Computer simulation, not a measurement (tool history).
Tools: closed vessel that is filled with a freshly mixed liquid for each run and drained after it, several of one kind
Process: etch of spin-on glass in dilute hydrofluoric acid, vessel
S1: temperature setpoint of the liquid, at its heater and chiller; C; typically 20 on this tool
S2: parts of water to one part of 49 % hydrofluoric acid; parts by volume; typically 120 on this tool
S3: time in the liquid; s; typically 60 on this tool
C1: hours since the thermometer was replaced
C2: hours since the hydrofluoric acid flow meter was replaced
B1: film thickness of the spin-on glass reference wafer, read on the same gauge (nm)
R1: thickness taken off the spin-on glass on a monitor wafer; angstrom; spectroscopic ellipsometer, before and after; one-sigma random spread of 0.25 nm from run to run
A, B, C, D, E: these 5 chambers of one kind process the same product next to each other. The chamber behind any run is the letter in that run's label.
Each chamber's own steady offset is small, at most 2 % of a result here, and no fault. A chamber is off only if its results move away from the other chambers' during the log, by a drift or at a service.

| run | hour | S1 | S2 | S3 | C1 | C2 | B1 | R1 |
|---|---|---|---|---|---|---|---|---|
| 1A | 11.1 | 20 | 120 | 60 | 768.4 | 211.1 | 30 | 283.8 |
| 2B | 17.8 | 20 | 120 | 60 | 1133.6 | 149.5 | 30.001 | 279.83 |
| 3C | 24 | 20 | 120 | 60 | 554.9 | 1296.4 | 29.999 | 278.72 |
| 4E | 35.4 | 20 | 120 | 60 | 2818.7 | 522.7 | 30.031 | 273.02 |
| 5D | 42 | 20 | 120 | 60 | 439.5 | 813.9 | 29.985 | 286.78 |
| 6D | 53.2 | 20 | 120 | 60 | 450.7 | 825.1 | 29.998 | 280.36 |
| 7B | 64.7 | 20 | 120 | 60 | 1180.5 | 196.4 | 30.002 | 281.74 |
| 8C | 75.5 | 20 | 120 | 60 | 606.4 | 1347.9 | 30.005 | 285.38 |
| 9E | 81 | 20 | 120 | 60 | 2864.3 | 568.3 | 29.993 | 270.53 |
| 10A | 86.2 | 20 | 120 | 80 | 843.5 | 286.2 | 29.989 | 371.12 |
| 11E | 91.9 | 20 | 120 | 80 | 2875.2 | 579.2 | 30.025 | 356.3 |
| 12D | 101.3 | 20 | 120 | 80 | 498.8 | 873.2 | 30.013 | 375.28 |
|  | 106.2 | chamber E: thermometer replaced |
| 13A | 109.3 | 20 | 120 | 80 | 866.6 | 309.3 | 30.006 | 372.73 |
| 14C | 115.3 | 20 | 120 | 80 | 646.2 | 1387.7 | 30 | 373.75 |
| 15B | 121.3 | 20 | 120 | 70 | 1237.1 | 253 | 30 | 330.2 |
| 16C | 129.3 | 20 | 120 | 70 | 660.2 | 1401.7 | 29.993 | 328.86 |
| 17D | 138 | 20 | 120 | 70 | 535.5 | 909.9 | 30 | 332.15 |
| 18A | 148.2 | 20 | 120 | 70 | 905.5 | 348.2 | 29.997 | 326.06 |
| 19E | 158.9 | 20 | 120 | 70 | 52.8 | 646.2 | 30.023 | 306.18 |
| 20B | 168.9 | 20 | 120 | 60 | 1284.7 | 300.6 | 29.997 | 277.33 |
|  | 170.3 | chamber D: hydrofluoric acid flow meter replaced |
| 21B | 179.9 | 20 | 120 | 60 | 1295.7 | 311.6 | 30.005 | 285.72 |
| 22C | 187.6 | 20 | 120 | 60 | 718.5 | 1460 | 29.998 | 282.93 |
|  | 196.4 | chamber B: thermometer replaced |
| 23D | 198.4 | 20 | 120 | 60 | 595.9 | 28.2 | 30.01 | 279.45 |
| 24A | 204.2 | 20 | 120 | 60 | 961.5 | 404.2 | 30.005 | 283.49 |
| 25E | 209.5 | 20 | 120 | 60 | 103.4 | 696.8 | 30.004 | 254.33 |
| 26D | 216.5 | 20 | 120 | 60 | 614 | 46.3 | 30.004 | 278.95 |
| 27A | 225 | 20 | 120 | 60 | 982.3 | 425 | 30.01 | 276.46 |
| 28E | 233.2 | 20 | 120 | 60 | 127.1 | 720.5 | 29.989 | 252.54 |
| 29B | 244.9 | 20 | 120 | 60 | 48.6 | 376.6 | 30.007 | 281.97 |
| 30C | 256.4 | 20 | 120 | 60 | 787.3 | 1528.8 | 29.993 | 279.44 |
| 31A | 262.6 | 20 | 120 | 60 | 1019.9 | 462.6 | 30.004 | 279.24 |
| 32E | 271 | 20 | 120 | 60 | 164.9 | 758.3 | 29.988 | 246.36 |
| 33D | 280.6 | 22.5 | 120 | 95 | 678.1 | 110.4 | 29.994 | 494.09 |

Next, all 5 chambers run the settings below, one line each with question marks for the results. What does each chamber give?
| 34A | 289 | 20 | 120 | 60 |  |  |  | ? |
| 34B | 289 | 20 | 120 | 60 |  |  |  | ? |
| 34C | 289 | 20 | 120 | 60 |  |  |  | ? |
| 34D | 289 | 20 | 120 | 60 |  |  |  | ? |
| 34E | 289 | 20 | 120 | 60 |  |  |  | ? |

| run | R1 |
|---|---|
| 34A | 276.61 |
| 34B | 282.95 |
| 34C | 283.6 |
| 34D | 282.42 |
| 34E | 242.24 |

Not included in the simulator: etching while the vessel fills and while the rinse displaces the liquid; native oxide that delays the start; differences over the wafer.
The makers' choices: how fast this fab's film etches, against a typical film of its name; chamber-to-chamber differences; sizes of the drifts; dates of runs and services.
